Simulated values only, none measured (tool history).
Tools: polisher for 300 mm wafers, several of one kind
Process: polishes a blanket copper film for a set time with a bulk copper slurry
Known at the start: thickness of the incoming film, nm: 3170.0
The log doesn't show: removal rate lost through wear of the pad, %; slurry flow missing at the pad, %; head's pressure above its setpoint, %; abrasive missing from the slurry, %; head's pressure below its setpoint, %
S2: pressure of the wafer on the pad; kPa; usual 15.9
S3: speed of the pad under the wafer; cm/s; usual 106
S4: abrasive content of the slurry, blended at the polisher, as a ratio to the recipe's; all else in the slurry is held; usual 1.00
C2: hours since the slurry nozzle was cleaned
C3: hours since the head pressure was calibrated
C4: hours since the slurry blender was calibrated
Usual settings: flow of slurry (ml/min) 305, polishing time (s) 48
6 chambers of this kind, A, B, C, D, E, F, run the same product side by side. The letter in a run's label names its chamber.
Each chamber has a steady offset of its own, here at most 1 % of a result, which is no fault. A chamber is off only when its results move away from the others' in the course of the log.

run 1C hour=12.0 | flow_of_slurry_(ml/min)=305 S2=15.9 S3=106 S4=1.00 polishing_time_(s)=48 | wafers_polished_on_this_pad=520 C2=108.0 C3=157.7 C4=156.3 | film_removed_(angstrom)=3455.7
-- hour=20.9 chamber A: worn pad replaced by a new one
run 2F hour=23.3 | flow_of_slurry_(ml/min)=305 S2=15.9 S3=106 S4=1.00 polishing_time_(s)=48 | wafers_polished_on_this_pad=710 C2=167.8 C3=495.5 C4=102.6 | film_removed_(angstrom)=3391.4
-- hour=27.6 chamber D: worn pad replaced by a new one
run 3D hour=33.5 | flow_of_slurry_(ml/min)=305 S2=15.9 S3=106 S4=1.00 polishing_time_(s)=48 | wafers_polished_on_this_pad=42 C2=439.7 C3=38.0 C4=119.7 | film_removed_(angstrom)=3380.8
-- hour=44.9 chamber C: worn pad replaced by a new one
run 4B hour=49.2 | flow_of_slurry_(ml/min)=305 S2=15.9 S3=106 S4=1.00 polishing_time_(s)=48 | wafers_polished_on_this_pad=494 C2=299.0 C3=260.4 C4=252.8 | film_removed_(angstrom)=3348.8
run 5E hour=60.1 | flow_of_slurry_(ml/min)=305 S2=15.9 S3=106 S4=1.00 polishing_time_(s)=48 | wafers_polished_on_this_pad=567 C2=534.1 C3=489.6 C4=127.7 | film_removed_(angstrom)=3531.5
run 6A hour=71.0 | flow_of_slurry_(ml/min)=305 S2=15.9 S3=122 S4=1.00 polishing_time_(s)=48 | wafers_polished_on_this_pad=354 C2=238.3 C3=285.0 C4=79.7 | film_removed_(angstrom)=4003.7
-- hour=74.4 chamber E: worn pad replaced by a new one
-- hour=74.6 chamber E: slurry blender recalibrated
run 7C hour=79.4 | flow_of_slurry_(ml/min)=305 S2=15.9 S3=122 S4=1.00 polishing_time_(s)=48 | wafers_polished_on_this_pad=244 C2=175.4 C3=225.1 C4=223.7 | film_removed_(angstrom)=3909.9
-- hour=83.1 chamber A: slurry nozzle cleaned
-- hour=83.9 chamber B: worn pad replaced by a new one
run 8E hour=89.3 | flow_of_slurry_(ml/min)=305 S2=15.9 S3=122 S4=1.00 polishing_time_(s)=48 | wafers_polished_on_this_pad=105 C2=563.3 C3=518.8 C4=14.8 | film_removed_(angstrom)=4025.0
-- hour=93.1 chamber F: worn pad replaced by a new one
run 9B hour=105.7 | flow_of_slurry_(ml/min)=305 S2=15.9 S3=122 S4=1.00 polishing_time_(s)=48 | wafers_polished_on_this_pad=154 C2=355.5 C3=316.9 C4=309.3 | film_removed_(angstrom)=3766.3
run 10A hour=113.2 | flow_of_slurry_(ml/min)=305 S2=15.9 S3=122 S4=1.00 polishing_time_(s)=48 | wafers_polished_on_this_pad=653 C2=30.1 C3=327.2 C4=121.9 | film_removed_(angstrom)=3878.3
-- hour=116.1 chamber B: slurry blender recalibrated
run 11D hour=129.1 | flow_of_slurry_(ml/min)=305 S2=15.9 S3=122 S4=1.00 polishing_time_(s)=48 | wafers_polished_on_this_pad=718 C2=535.3 C3=133.6 C4=215.3 | film_removed_(angstrom)=3915.7
-- hour=132.2 chamber A: slurry blender recalibrated
run 12F hour=141.7 | flow_of_slurry_(ml/min)=305 S2=15.9 S3=106 S4=1.00 polishing_time_(s)=48 | wafers_polished_on_this_pad=344 C2=286.2 C3=613.9 C4=221.0 | film_removed_(angstrom)=3340.5
-- hour=145.6 chamber F: head pressure recalibrated
-- hour=148.0 chamber C: worn pad replaced by a new one
-- hour=154.2 chamber A: head pressure recalibrated
run 13F hour=155.9 | flow_of_slurry_(ml/min)=305 S2=15.9 S3=140 S4=1.25 polishing_time_(s)=48 | wafers_polished_on_this_pad=444 C2=300.4 C3=10.3 C4=235.2 | film_removed_(angstrom)=4301.1
-- hour=157.3 chamber E: worn pad replaced by a new one
-- hour=160.0 chamber A: worn pad replaced by a new one
run 14E hour=163.0 | flow_of_slurry_(ml/min)=305 S2=15.9 S3=140 S4=1.25 polishing_time_(s)=48 | wafers_polished_on_this_pad=40 C2=637.0 C3=592.5 C4=88.5 | film_removed_(angstrom)=4772.8
run 15A hour=170.4 | flow_of_slurry_(ml/min)=305 S2=15.9 S3=140 S4=1.25 polishing_time_(s)=48 | wafers_polished_on_this_pad=73 C2=87.3 C3=16.3 C4=38.2 | film_removed_(angstrom)=4772.4
run 16C hour=186.8 | flow_of_slurry_(ml/min)=305 S2=15.9 S3=140 S4=1.25 polishing_time_(s)=48 | wafers_polished_on_this_pad=274 C2=282.8 C3=332.5 C4=331.1 | film_removed_(angstrom)=4724.7
-- hour=189.6 chamber D: slurry nozzle cleaned
-- hour=193.8 chamber C: head pressure recalibrated
-- hour=197.1 chamber B: worn pad replaced by a new one
run 17D hour=203.0 | flow_of_slurry_(ml/min)=305 S2=15.9 S3=140 S4=1.25 polishing_time_(s)=48 | wafers_polished_on_this_pad=1240 C2=13.4 C3=207.5 C4=289.2 | film_removed_(angstrom)=4783.1
run 18B hour=212.8 | flow_of_slurry_(ml/min)=305 S2=15.9 S3=140 S4=1.25 polishing_time_(s)=48 | wafers_polished_on_this_pad=111 C2=462.6 C3=424.0 C4=96.8 | film_removed_(angstrom)=4631.6
run 19E hour=226.5 | flow_of_slurry_(ml/min)=305 S2=15.9 S3=106 S4=1.00 polishing_time_(s)=48 | wafers_polished_on_this_pad=489 C2=700.5 C3=656.0 C4=152.0 | film_removed_(angstrom)=3422.5
-- hour=233.2 chamber D: slurry blender recalibrated
run 20F hour=234.5 | flow_of_slurry_(ml/min)=305 S2=15.9 S3=106 S4=1.15 polishing_time_(s)=48 | wafers_polished_on_this_pad=1000 C2=379.0 C3=88.9 C4=313.8 | film_removed_(angstrom)=3150.7
-- hour=237.2 chamber F: worn pad replaced by a new one
-- hour=241.6 chamber C: slurry blender recalibrated
-- hour=244.0 chamber C: worn pad replaced by a new one
run 21B hour=249.5 | flow_of_slurry_(ml/min)=305 S2=15.9 S3=106 S4=1.15 polishing_time_(s)=48 | wafers_polished_on_this_pad=370 C2=499.3 C3=460.7 C4=133.5 | film_removed_(angstrom)=3472.5
-- hour=253.8 chamber A: slurry blender recalibrated
-- hour=254.6 chamber D: worn pad replaced by a new one
-- hour=256.2 chamber F: slurry blender recalibrated
-- hour=256.7 chamber E: slurry blender recalibrated
-- hour=261.0 chamber E: worn pad replaced by a new one
run 22D hour=265.8 | flow_of_slurry_(ml/min)=305 S2=15.9 S3=106 S4=1.15 polishing_time_(s)=48 | wafers_polished_on_this_pad=79 C2=76.2 C3=270.3 C4=32.7 | film_removed_(angstrom)=3548.3
run 23C hour=278.6 | flow_of_slurry_(ml/min)=305 S2=15.9 S3=106 S4=1.15 polishing_time_(s)=48 | wafers_polished_on_this_pad=244 C2=374.6 C3=84.9 C4=37.0 | film_removed_(angstrom)=3535.7
run 24A hour=287.2 | flow_of_slurry_(ml/min)=305 S2=15.9 S3=106 S4=1.15 polishing_time_(s)=48 | wafers_polished_on_this_pad=899 C2=204.1 C3=133.1 C4=33.5 | film_removed_(angstrom)=3516.5
run 25F hour=297.6 | flow_of_slurry_(ml/min)=305 S2=15.9 S3=106 S4=1.15 polishing_time_(s)=48 | wafers_polished_on_this_pad=427 C2=442.1 C3=152.0 C4=41.4 | film_removed_(angstrom)=3109.2
-- hour=302.8 chamber B: slurry nozzle cleaned
-- hour=304.0 chamber B: worn pad replaced by a new one
-- hour=306.2 chamber A: worn pad replaced by a new one
run 26A hour=312.3 | flow_of_slurry_(ml/min)=305 S2=15.9 S3=106 S4=1.00 polishing_time_(s)=48 | wafers_polished_on_this_pad=43 C2=229.2 C3=158.2 C4=58.6 | film_removed_(angstrom)=3409.1
-- hour=315.1 chamber D: head pressure recalibrated
run 27B hour=327.1 | flow_of_slurry_(ml/min)=305 S2=15.9 S3=106 S4=1.00 polishing_time_(s)=48 | wafers_polished_on_this_pad=163 C2=24.3 C3=538.3 C4=211.1 | film_removed_(angstrom)=3409.2
-- hour=331.1 chamber C: worn pad replaced by a new one
-- hour=333.2 chamber A: slurry nozzle cleaned
run 28C hour=335.2 | flow_of_slurry_(ml/min)=305 S2=15.9 S3=128 S4=1.00 polishing_time_(s)=48 | wafers_polished_on_this_pad=29 C2=431.2 C3=141.5 C4=93.6 | film_removed_(angstrom)=4060.2
run 29E hour=344.3 | flow_of_slurry_(ml/min)=305 S2=15.9 S3=128 S4=1.00 polishing_time_(s)=48 | wafers_polished_on_this_pad=589 C2=818.3 C3=773.8 C4=87.6 | film_removed_(angstrom)=4137.5
-- hour=347.8 chamber E: worn pad replaced by a new one
run 30D hour=354.4 | flow_of_slurry_(ml/min)=305 S2=15.9 S3=128 S4=1.00 polishing_time_(s)=48 | wafers_polished_on_this_pad=706 C2=164.8 C3=39.3 C4=121.3 | film_removed_(angstrom)=4088.7
run 31A hour=363.8 | flow_of_slurry_(ml/min)=305 S2=15.9 S3=128 S4=1.00 polishing_time_(s)=48 | wafers_polished_on_this_pad=407 C2=30.6 C3=209.7 C4=110.1 | film_removed_(angstrom)=4194.4
-- hour=367.3 chamber E: head pressure recalibrated
run 32D hour=372.2 | flow_of_slurry_(ml/min)=305 S2=15.9 S3=128 S4=1.00 polishing_time_(s)=48 | wafers_polished_on_this_pad=832 C2=182.6 C3=57.1 C4=139.1 | film_removed_(angstrom)=4035.5
-- hour=381.1 chamber F: worn pad replaced by a new one
run 33E hour=386.8 | flow_of_slurry_(ml/min)=305 S2=15.9 S3=128 S4=1.00 polishing_time_(s)=48 | wafers_polished_on_this_pad=275 C2=860.8 C3=19.5 C4=130.1 | film_removed_(angstrom)=4168.2
run 34B hour=397.8 | flow_of_slurry_(ml/min)=305 S2=15.9 S3=106 S4=1.00 polishing_time_(s)=48 | wafers_polished_on_this_pad=663 C2=95.0 C3=609.0 C4=281.8 | film_removed_(angstrom)=3406.6
-- hour=405.2 chamber B: worn pad replaced by a new one
run 35C hour=408.9 | flow_of_slurry_(ml/min)=305 S2=15.9 S3=106 S4=1.00 polishing_time_(s)=48 | wafers_polished_on_this_pad=550 C2=504.9 C3=215.2 C4=167.3 | film_removed_(angstrom)=3351.0
run 36F hour=425.4 | flow_of_slurry_(ml/min)=305 S2=15.9 S3=106 S4=1.00 polishing_time_(s)=48 | wafers_polished_on_this_pad=313 C2=569.9 C3=279.8 C4=169.2 | film_removed_(angstrom)=3105.1
-- hour=434.6 chamber B: slurry blender recalibrated
run 37F hour=441.8 | flow_of_slurry_(ml/min)=305 S2=15.9 S3=106 S4=1.00 polishing_time_(s)=48 | wafers_polished_on_this_pad=429 C2=586.3 C3=296.2 C4=185.6 | film_removed_(angstrom)=3051.0
run 38D hour=455.2 | flow_of_slurry_(ml/min)=305 S2=15.9 S3=106 S4=1.00 polishing_time_(s)=48 | wafers_polished_on_this_pad=1418 C2=265.6 C3=140.1 C4=222.1 | film_removed_(angstrom)=3455.5
run 39B hour=466.2 | flow_of_slurry_(ml/min)=245 S2=15.9 S3=90 S4=1.00 polishing_time_(s)=48 | wafers_polished_on_this_pad=431 C2=163.4 C3=677.4 C4=31.6 | film_removed_(angstrom)=2812.7

Next, every chamber runs the same settings. What will each give?
run 40A hour=478.0 | flow_of_slurry_(ml/min)=305 S2=15.9 S3=76 S4=1.00 polishing_time_(s)=48 | film_removed_(angstrom)=?
run 40B hour=478.0 | flow_of_slurry_(ml/min)=305 S2=15.9 S3=76 S4=1.00 polishing_time_(s)=48 | film_removed_(angstrom)=?
run 40C hour=478.0 | flow_of_slurry_(ml/min)=305 S2=15.9 S3=76 S4=1.00 polishing_time_(s)=48 | film_removed_(angstrom)=?
run 40D hour=478.0 | flow_of_slurry_(ml/min)=305 S2=15.9 S3=76 S4=1.00 polishing_time_(s)=48 | film_removed_(angstrom)=?
run 40E hour=478.0 | flow_of_slurry_(ml/min)=305 S2=15.9 S3=76 S4=1.00 polishing_time_(s)=48 | film_removed_(angstrom)=?
run 40F hour=478.0 | flow_of_slurry_(ml/min)=305 S2=15.9 S3=76 S4=1.00 polishing_time_(s)=48 | film_removed_(angstrom)=?

run=40A film_removed_(angstrom)=2445.0
run=40B film_removed_(angstrom)=2396.2
run=40C film_removed_(angstrom)=2475.5
run=40D film_removed_(angstrom)=2494.7
run=40E film_removed_(angstrom)=2497.3
run=40F film_removed_(angstrom)=2167.7
